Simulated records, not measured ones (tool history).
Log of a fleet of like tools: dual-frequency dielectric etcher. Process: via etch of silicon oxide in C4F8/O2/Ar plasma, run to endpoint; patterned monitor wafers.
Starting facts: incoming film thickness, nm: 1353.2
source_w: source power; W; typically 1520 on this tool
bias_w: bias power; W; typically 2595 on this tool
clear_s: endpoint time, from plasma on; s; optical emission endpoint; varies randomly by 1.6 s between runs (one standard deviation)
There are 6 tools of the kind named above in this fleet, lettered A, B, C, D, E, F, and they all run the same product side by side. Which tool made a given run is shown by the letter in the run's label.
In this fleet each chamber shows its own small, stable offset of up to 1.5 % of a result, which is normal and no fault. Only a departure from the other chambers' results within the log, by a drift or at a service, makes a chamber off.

run	hour	source_w	bias_w	clear_s
1F	8.1	1520	2595	276.9
# hour 8.6: chamber D: source power generator calibrated
2D	20.9	1520	2595	276.16
3C	27.4	1520	2595	274.09
4E	40.2	1520	2595	273.65
# hour 42.8: chamber E: wet clean of the chamber
5A	48	1520	2595	278.16
6B	58.3	1520	2595	273.66
7D	66.1	1520	2595	275.43
8E	76.5	1520	2595	276.19
# hour 81.9: chamber F: wet clean of the chamber
9C	86.5	1520	2595	271.9
10A	97.9	1520	2595	279.28
11F	104.5	1520	2595	275.18
12B	114.4	1520	2595	274.39
13C	121.6	1360	2856	278.04
14F	133	1360	2856	281.13
15A	143.2	1360	2856	282.04
16D	150.6	1360	2856	281.68
17E	161	1360	2856	278.49
18B	169.6	1360	2856	277.9
19D	176.6	1520	2595	278.92
20A	184.6	1520	2595	277.52
21C	192.4	1520	2595	273.82
# hour 192.5: chamber A: wet clean of the chamber
22F	205	1240	2595	300.95
23B	211.9	1240	2595	297.53
24E	219.5	1240	2595	296.62
25D	227.4	1240	2595	300.82
# hour 232.6: chamber C: wet clean of the chamber
26F	233.1	1240	2595	299.74
27E	246.1	1240	2595	298.79
28C	252.8	1520	2595	274.91
29B	260.9	1520	2595	273.09
30A	269.4	1520	2595	277.98
31B	280.2	1520	2595	275.5
32C	291.6	1520	2595	271.75
33A	297.5	1520	2595	276.64
34F	307.1	1520	2595	275.72
35E	312.9	1520	2595	274.57
# hour 315.6: chamber D: wet clean of the chamber
36D	319.7	1520	2595	274.55
37E	328.1	1520	2595	273.78
38F	339.1	1520	2595	276.18

Next, all 6 chambers run the settings below, one line each with question marks for the results. What does each chamber give?
39A	348.4	1520	2595	?
39B	348.4	1520	2595	?
39C	348.4	1520	2595	?
39D	348.4	1520	2595	?
39E	348.4	1520	2595	?
39F	348.4	1520	2595	?

run	clear_s
39A	278.24
39B	274.37
39C	273.2
39D	278.91
39E	272.55
39F	276.25

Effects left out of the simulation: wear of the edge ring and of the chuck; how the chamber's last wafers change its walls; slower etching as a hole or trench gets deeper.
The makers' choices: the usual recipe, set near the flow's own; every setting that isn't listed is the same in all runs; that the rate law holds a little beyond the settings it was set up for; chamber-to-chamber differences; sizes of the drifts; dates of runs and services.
